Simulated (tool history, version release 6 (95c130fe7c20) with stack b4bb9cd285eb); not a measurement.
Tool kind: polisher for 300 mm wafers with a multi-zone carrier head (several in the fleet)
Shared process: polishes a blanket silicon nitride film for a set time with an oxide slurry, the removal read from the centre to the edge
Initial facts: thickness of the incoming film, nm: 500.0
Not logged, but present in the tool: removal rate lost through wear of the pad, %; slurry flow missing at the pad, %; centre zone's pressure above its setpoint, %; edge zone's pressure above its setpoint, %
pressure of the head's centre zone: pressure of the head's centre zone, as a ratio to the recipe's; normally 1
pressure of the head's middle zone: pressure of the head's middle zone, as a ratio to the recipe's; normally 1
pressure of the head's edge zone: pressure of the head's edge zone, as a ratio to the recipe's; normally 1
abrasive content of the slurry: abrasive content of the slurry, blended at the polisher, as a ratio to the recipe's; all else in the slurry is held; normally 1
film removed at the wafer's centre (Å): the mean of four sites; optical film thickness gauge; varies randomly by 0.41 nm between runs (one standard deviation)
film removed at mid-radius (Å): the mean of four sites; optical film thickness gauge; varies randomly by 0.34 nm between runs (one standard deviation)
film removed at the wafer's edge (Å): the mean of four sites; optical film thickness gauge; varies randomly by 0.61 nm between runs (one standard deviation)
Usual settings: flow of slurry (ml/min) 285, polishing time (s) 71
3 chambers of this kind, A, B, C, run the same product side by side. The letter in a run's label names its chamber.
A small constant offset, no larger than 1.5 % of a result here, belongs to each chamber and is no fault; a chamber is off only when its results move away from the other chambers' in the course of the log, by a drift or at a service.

run,hour,flow of slurry (ml/min),pressure of the head's centre zone,pressure of the head's middle zone,pressure of the head's edge zone,abrasive content of the slurry,polishing time (s),wafers polished on this pad,hours since the slurry nozzle was cleaned,hours since the centre zone pressure was calibrated,hours since the edge zone pressure was calibrated,film removed at the wafer's centre (Å),film removed at mid-radius (Å),film removed at the wafer's edge (Å)
1A,9,285,1,1,1,1,71,146,308,676.3,21.8,482.7,483.63,477.45
2C,18.7,285,1,1,1,1,71,969,211.6,135.7,120,471.85,475.58,473.11
3B,24,285,1,1,1,1,71,429,106.9,1264.5,188.4,471.94,472.87,463.72
4A,30.8,285,1,1,1,1,71,371,329.8,698.1,43.6,480.46,482.1,479.75
# hour 34.2: chamber B: centre zone pressure recalibrated
5B,35.3,285,1,1,1,1,71,546,118.2,1.2,199.7,475.09,468.76,471.09
# hour 41.6: chamber B: worn pad replaced by a new one
6C,42.2,285,1,1,1.09,1,71,1213,235.1,159.2,143.5,477.43,481.36,498.85
7B,47.2,285,1,1,1.09,1,71,58,130.1,13.1,211.6,474.66,477.98,490.04
# hour 50.7: chamber A: centre zone pressure recalibrated
# hour 54.5: chamber C: worn pad replaced by a new one
8A,55.6,285,1,1,1.09,1,71,628,354.6,4.9,68.4,482.25,480.55,505.48
9C,61.3,285,1,1,0.89,1,53,71,254.2,178.3,162.6,358.32,360.75,329.61
10A,68.4,285,1,1,0.89,1,53,761,367.4,17.7,81.2,354.45,358.07,340.24
11B,78.4,285,1,1,0.89,1,53,381,161.3,44.3,242.8,356.87,354.86,332.22
# hour 80: chamber A: slurry nozzle cleaned
12C,86.7,285,1,1,1,1,71,334,279.6,203.7,188,479.57,480.82,488.38
13C,95.4,285,1,1,1,1,71,424,288.3,212.4,196.7,477.2,480.95,482.16
14B,100,285,1,1,1,1,71,605,182.9,65.9,264.4,472.28,478.49,466.83
# hour 100.9: chamber B: worn pad replaced by a new one
15A,110,285,1,1,1,0.85,71,1192,30.1,59.3,122.8,444.77,446.96,449.22
16A,117.8,285,1,1,1,0.85,71,1273,37.9,67.1,130.6,446.84,452.2,445.9
17B,122.2,285,1,1,1,0.85,71,220,205.1,88.1,286.6,438.34,438.87,443.75
18C,128.3,285,1,1,1,1,71,765,321.2,245.3,229.6,483.19,476.93,484.43
19B,136.7,285,1,1,1,1,71,371,219.6,102.6,301.1,475.66,475.62,468.58
# hour 141.8: chamber A: worn pad replaced by a new one
20A,144.3,285,1,1,1,1,71,26,64.4,93.6,157.1,478.88,480.65,463.61
21C,150.1,285,1,1,1,1,71,991,343,267.1,251.4,488.2,480.81,474.87
# hour 150.9: chamber B: worn pad replaced by a new one
22C,158.7,285,1,1,1,1,71,1080,351.6,275.7,260,477.42,486.01,473.34
23B,164,285,1,1,1,1,71,135,246.9,129.9,328.4,475.77,478.55,472.35
24A,171.4,285,1,1,1,1,54,307,91.5,120.7,184.2,374.97,364.74,366.34
25C,176.6,285,1,1,1,1,54,1265,369.5,293.6,277.9,365.25,365.5,370.62
26B,182.1,285,1,1,1,1,54,323,265,148,346.5,358.52,362.43,363.32
27A,189,230,1,1,1,1,71,489,109.1,138.3,201.8,464.23,477,477.43
28B,198.8,230,1,1,1,1,71,496,281.7,164.7,363.2,467.42,462.67,478.23
29A,204.7,230,1,1,1,1,71,652,124.8,154,217.5,477.53,473.72,465.31

Next, all 3 chambers run the settings below, one line each with question marks for the results. What does each chamber give?
30A,211.9,285,1,1,1,1,71,,,,,?,?,?
30B,211.9,285,1,1,1,1,71,,,,,?,?,?
30C,211.9,285,1,1,1,1,71,,,,,?,?,?

run,film removed at the wafer's centre (Å),film removed at mid-radius (Å),film removed at the wafer's edge (Å)
30A,479.04,490.03,485.15
30B,470.72,472.66,478.29
30C,472.62,487.92,470.37
